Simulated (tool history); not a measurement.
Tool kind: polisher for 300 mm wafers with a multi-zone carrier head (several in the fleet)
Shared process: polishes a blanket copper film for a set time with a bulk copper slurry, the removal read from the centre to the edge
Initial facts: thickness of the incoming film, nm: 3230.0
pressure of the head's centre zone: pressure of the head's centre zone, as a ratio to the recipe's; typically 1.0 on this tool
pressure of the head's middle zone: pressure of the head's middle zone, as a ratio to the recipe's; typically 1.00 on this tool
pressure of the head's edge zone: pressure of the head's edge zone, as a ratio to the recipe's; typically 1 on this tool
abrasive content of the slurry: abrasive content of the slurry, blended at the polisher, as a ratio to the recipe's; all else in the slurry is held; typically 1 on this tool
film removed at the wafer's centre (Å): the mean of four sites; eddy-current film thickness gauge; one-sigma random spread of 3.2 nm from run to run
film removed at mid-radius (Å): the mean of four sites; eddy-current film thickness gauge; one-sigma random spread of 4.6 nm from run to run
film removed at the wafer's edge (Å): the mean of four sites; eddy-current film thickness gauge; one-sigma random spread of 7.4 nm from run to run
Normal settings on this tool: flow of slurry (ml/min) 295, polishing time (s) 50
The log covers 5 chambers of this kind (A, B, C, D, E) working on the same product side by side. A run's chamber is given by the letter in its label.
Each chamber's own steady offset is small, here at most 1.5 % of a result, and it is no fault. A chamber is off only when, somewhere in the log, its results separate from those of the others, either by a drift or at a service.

run	hour	flow of slurry (ml/min)	pressure of the head's centre zone	pressure of the head's middle zone	pressure of the head's edge zone	abrasive content of the slurry	polishing time (s)	wafers polished on this pad	hours since the slurry nozzle was cleaned	hours since the centre zone pressure was calibrated	hours since the edge zone pressure was calibrated	film removed at the wafer's centre (Å)	film removed at mid-radius (Å)	film removed at the wafer's edge (Å)
1E	2.2	295	1.0	1.00	1	1	50	224	574.5	988.4	509.6	4925.6	4941.7	4907.2
2B	5.2	295	1.0	1.00	1	1	50	1074	54.6	201.4	363.3	4951.1	4912.5	4945.4
3C	7.6	295	1.0	1.00	1	1	50	741	187.6	292.3	359.2	4915.0	4946.2	4714.3
# hour 11.6: chamber C: worn pad replaced by a new one
4D	11.9	295	1.0	1.00	1	1	50	971	117.2	539.2	1153.7	4837.8	4882.0	4849.2
5A	15.9	295	1.0	1.00	1	1	50	875	222.1	524.4	48.1	4955.9	5011.9	4922.0
6B	19.6	295	1.0	1.00	1	1	50	1180	69.0	215.8	377.7	4941.5	4853.3	4925.0
7C	24.1	295	1.0	1.00	1	1	50	93	204.1	308.8	375.7	4923.2	4935.1	5069.3
8D	27.6	295	1.0	1.00	1	1	50	1087	132.9	554.9	1169.4	4897.7	4961.4	5061.5
9A	29.7	295	1.0	1.00	1	1	50	978	235.9	538.2	61.9	4997.7	5042.2	5085.6
10E	33.3	295	1.0	1.00	1	1	43	454	605.6	1019.5	540.7	4249.6	4350.5	4189.3
11E	37.0	295	1.0	1.00	1	1	43	482	609.3	1023.2	544.4	4245.2	4279.3	4177.8
12A	39.6	295	1.0	1.00	1	1	43	1051	245.8	548.1	71.8	4288.5	4233.5	4224.8
# hour 43.2: chamber A: centre zone pressure recalibrated
13B	43.4	295	1.0	1.00	1	1	43	1357	92.8	239.6	401.5	4221.6	4186.3	4122.0
# hour 45.1: chamber B: worn pad replaced by a new one
# hour 45.3: chamber D: worn pad replaced by a new one
14C	46.8	295	1.0	1.00	1	1	43	261	226.8	331.5	398.4	4248.0	4253.8	4195.3
# hour 47.4: chamber E: worn pad replaced by a new one
15D	50.7	295	1.0	1.00	1	1	50	40	156.0	578.0	1192.5	4885.5	4930.5	5045.9
16D	52.8	295	1.0	1.00	1	1	50	56	158.1	580.1	1194.6	4908.6	4983.4	5002.0
17E	56.9	295	0.9	1.00	1	1	40	70	629.2	1043.1	564.3	3502.4	4004.2	3861.9
# hour 58.3: chamber A: worn pad replaced by a new one
# hour 59.5: chamber D: edge zone pressure recalibrated
18A	61.1	295	0.9	1.00	1	1	40	20	267.3	18.0	93.3	3842.0	4024.0	3920.3
19B	64.2	295	0.9	1.00	1	1	40	142	113.6	260.4	422.3	3524.2	3833.6	3831.6
20C	67.4	295	0.9	1.00	1	1	40	414	247.4	352.1	419.0	3532.2	3971.3	3896.9
21D	71.3	295	0.9	1.00	1	1	40	193	176.6	598.6	11.8	3466.6	3977.8	3835.8
22B	73.8	295	1.0	1.00	1	1	50	213	123.2	270.0	431.9	4996.6	4892.1	4883.4
# hour 76.9: chamber B: centre zone pressure recalibrated
23A	76.9	295	1.0	1.00	1	1	50	138	283.1	33.8	109.1	5338.0	4997.6	4959.7
24C	79.3	295	1.0	1.00	1	1	50	502	259.3	364.0	430.9	4903.1	4976.4	4859.9
25E	82.7	295	1.0	1.00	1	1	50	261	655.0	1068.9	590.1	4930.8	4908.2	4762.4
26C	85.0	295	1.0	1.09	1	1	50	544	265.0	369.7	436.6	4937.5	5364.1	4827.1
# hour 86.9: chamber C: centre zone pressure recalibrated
27A	88.1	295	1.0	1.09	1	1	50	221	294.3	45.0	120.3	5340.3	5363.9	4828.8
28D	92.0	295	1.0	1.09	1	1	50	346	197.3	619.3	32.5	4913.2	5381.2	4929.1
29B	96.3	295	1.0	1.09	1	1	50	379	145.7	19.4	454.4	4941.0	5233.0	4957.3
30E	100.1	295	1.0	1.09	1	1	50	390	672.4	1086.3	607.5	4871.6	5387.6	4930.6
31C	104.1	295	1.0	1.00	1	1	50	686	284.1	17.3	455.7	4964.7	4915.3	4972.8
32E	106.1	295	1.0	1.00	1	1	50	435	678.4	1092.3	613.5	4927.1	4995.0	4822.3

Read the log: is a single chamber off, either drifting away or since a service, is the gauge that measures every chamber drifting, or is nothing wrong beyond small per-chamber offsets? Name any odd chamber and what most likely caused it.

The work done on chamber A during a service left it standing apart from the others.
Most likely cause: centre zone's pressure above its setpoint, % = 7.59.

Chamber A could run next with any of the 4 candidate recipes listed below; each alters the usual settings, and their results appear as question marks. Which one brings its results back in line with what the other chambers deliver on the usual settings?
Allowed miss from the other chambers' usual-settings mean, per result, to count as in line: film removed at the wafer's centre (Å) 110.0; film removed at mid-radius (Å) 160.0; film removed at the wafer's edge (Å) 260.0
33A-1	109.3	300	1.03	0.99	0.99	1	51					?	?	?
33A-2	109.3	295	0.97	1.01	1.01	1	49					?	?	?
33A-3	109.3	300	1.06	0.98	0.98	1	51					?	?	?
33A-4	109.3	290	0.94	1.02	1.02	1	49					?	?	?

On the usual settings, the other chambers give on average: film removed at the wafer's centre (Å) 4929.4; film removed at mid-radius (Å) 4922.8; film removed at the wafer's edge (Å) 4894.2
run	film removed at the wafer's centre (Å)	film removed at mid-radius (Å)	film removed at the wafer's edge (Å)
33A-1	5660.1	5027.9	5029.0
33A-2	5088.8	4914.5	4876.2
33A-3	5837.1	4980.2	5002.8
33A-4	4909.8	4952.0	4895.0
33A-4 brings the chamber back in line.

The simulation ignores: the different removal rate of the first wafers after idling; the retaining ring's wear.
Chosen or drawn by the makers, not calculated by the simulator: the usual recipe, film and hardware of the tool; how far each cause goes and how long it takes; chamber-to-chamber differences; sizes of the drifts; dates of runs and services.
